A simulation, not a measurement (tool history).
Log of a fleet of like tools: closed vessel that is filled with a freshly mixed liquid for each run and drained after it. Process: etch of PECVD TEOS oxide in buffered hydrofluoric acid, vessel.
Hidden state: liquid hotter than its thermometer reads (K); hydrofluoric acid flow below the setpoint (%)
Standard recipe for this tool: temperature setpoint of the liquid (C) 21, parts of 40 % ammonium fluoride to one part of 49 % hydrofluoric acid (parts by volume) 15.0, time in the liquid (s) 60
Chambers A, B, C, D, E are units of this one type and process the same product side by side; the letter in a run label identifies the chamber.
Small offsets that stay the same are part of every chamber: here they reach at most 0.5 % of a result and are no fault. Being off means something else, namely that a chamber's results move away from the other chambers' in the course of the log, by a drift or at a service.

run   hour  temperature setpoint of the liquid (C)  parts of 40 % ammonium fluoride to one part of 49 % hydrofluoric acid (parts by volume)  time in the liquid (s)  hours since the thermometer was replaced  hours since the hydrofluoric acid flow meter was replaced  read-back film thickness of the PECVD TEOS oxide reference wafer, read on the same gauge (nm)  thickness taken off the PECVD TEOS oxide on a monitor wafer (nm)
 1D    6.6                                      21                                                                                     15.0                      60                                    2198.5                                                      182.2                                                                                         79.991                                                            74.589
 2C   13.9                                      21                                                                                     15.0                      60                                    2878.1                                                      837.3                                                                                         79.975                                                            75.919
 3B   24.5                                      21                                                                                     15.0                      60                                     344.0                                                     1087.1                                                                                         79.966                                                            74.155
 4A   38.2                                      21                                                                                     15.0                      60                                     841.2                                                      124.5                                                                                         79.972                                                            75.059
 5E   50.3                                      21                                                                                     15.0                      60                                    1492.9                                                     1079.0                                                                                         79.999                                                            75.491
 6B   62.5                                      21                                                                                     15.0                      60                                     382.0                                                     1125.1                                                                                         80.003                                                            74.154
 7A   69.1                                      21                                                                                     15.0                      60                                     872.1                                                      155.4                                                                                         80.013                                                            74.886
      74.5  -- chamber E: hydrofluoric acid flow meter replaced
 8E   83.6                                      21                                                                                     15.0                      60                                    1526.2                                                        9.1                                                                                         79.999                                                            74.445
 9D   92.2                                      21                                                                                     15.0                      60                                    2284.1                                                      267.8                                                                                         80.000                                                            74.214
10C  100.8                                      21                                                                                     15.0                      60                                    2965.0                                                      924.2                                                                                         79.989                                                            74.476
11C  109.3                                      21                                                                                     15.0                      60                                    2973.5                                                      932.7                                                                                         79.992                                                            74.897
12B  120.3                                      21                                                                                     15.0                      60                                     439.8                                                     1182.9                                                                                         79.988                                                            74.004
13E  134.2                                      21                                                                                     15.0                      60                                    1576.8                                                       59.7                                                                                         80.002                                                            74.470
14D  144.3                                      21                                                                                     15.0                      60                                    2336.2                                                      319.9                                                                                         80.003                                                            75.190
15A  152.3                                      21                                                                                     15.0                      60                                     955.3                                                      238.6                                                                                         80.003                                                            75.931
16B  160.8                                      21                                                                                     15.0                      60                                     480.3                                                     1223.4                                                                                         80.014                                                            73.443
17C  170.4                                      21                                                                                     15.0                      60                                    3034.6                                                      993.8                                                                                         80.000                                                            74.803
18A  182.0                                      21                                                                                     15.0                      60                                     985.0                                                      268.3                                                                                         80.042                                                            75.958
19D  189.4                                      21                                                                                     18.5                      60                                    2381.3                                                      365.0                                                                                         80.026                                                            60.501
20E  204.2                                      21                                                                                     18.5                      60                                    1646.8                                                      129.7                                                                                         79.992                                                            60.963
     219.2  -- chamber C: thermometer replaced
21B  219.3                                      21                                                                                     18.5                      60                                     538.8                                                     1281.9                                                                                         79.987                                                            60.574
22E  230.7                                      21                                                                                     18.5                      60                                    1673.3                                                      156.2                                                                                         79.992                                                            61.003
23A  244.5                                      21                                                                                     18.5                      60                                    1047.5                                                      330.8                                                                                         79.996                                                            61.955
24D  257.4                                      21                                                                                     15.0                      60                                    2449.3                                                      433.0                                                                                         79.993                                                            74.705
25C  271.9                                      21                                                                                     15.0                      60                                      52.8                                                     1095.3                                                                                         79.991                                                            74.658
26D  283.5                                      21                                                                                     15.0                      60                                    2475.4                                                      459.1                                                                                         79.999                                                            74.569
27A  298.2                                      21                                                                                     15.0                      60                                    1101.2                                                      384.5                                                                                         80.008                                                            78.027
28B  306.9                                      21                                                                                     15.0                      60                                     626.4                                                     1369.5                                                                                         80.012                                                            74.026
29E  316.4                                      21                                                                                     15.0                      60                                    1759.0                                                      241.9                                                                                         79.977                                                            74.542
30C  324.9                                      21                                                                                     15.0                      60                                     105.8                                                     1148.3                                                                                         79.998                                                            74.088
31A  338.5                                      21                                                                                     15.0                      60                                    1141.5                                                      424.8                                                                                         80.027                                                            78.678
32B  347.7                                      21                                                                                     15.0                      60                                     667.2                                                     1410.3                                                                                         80.004                                                            73.477
     353.0  -- chamber D: thermometer replaced
33E  359.4                                      21                                                                                     19.5                      60                                    1802.0                                                      284.9                                                                                         80.002                                                            57.789
34C  368.3                                      21                                                                                     19.5                      60                                     149.2                                                     1191.7                                                                                         80.002                                                            56.961
     374.0  -- chamber B: hydrofluoric acid flow meter replaced
35D  375.3                                      21                                                                                     19.5                      60                                      22.4                                                      550.9                                                                                         80.023                                                            57.692
36B  389.2                                      21                                                                                     19.5                      60                                     708.7                                                       15.2                                                                                         80.020                                                            57.357
37A  402.6                                      21                                                                                     19.5                      60                                    1205.6                                                      488.9                                                                                         79.963                                                            60.460
38C  417.9                                      21                                                                                     15.0                      60                                     198.8                                                     1241.3                                                                                         79.963                                                            74.490
39E  432.6                                      21                                                                                     15.0                      60                                    1875.2                                                      358.1                                                                                         79.981                                                            74.992

Predict what each chamber gives when all 5 of them run the settings below next.
40A  443.6                                      21                                                                                     15.0                      60                                                                                                                                                                                                                                                                     ?
40B  443.6                                      21                                                                                     15.0                      60                                                                                                                                                                                                                                                                     ?
40C  443.6                                      21                                                                                     15.0                      60                                                                                                                                                                                                                                                                     ?
40D  443.6                                      21                                                                                     15.0                      60                                                                                                                                                                                                                                                                     ?
40E  443.6                                      21                                                                                     15.0                      60                                                                                                                                                                                                                                                                     ?

run  thickness taken off the PECVD TEOS oxide on a monitor wafer (nm)
40A                                                            80.376
40B                                                            74.326
40C                                                            74.371
40D                                                            74.954
40E                                                            74.471
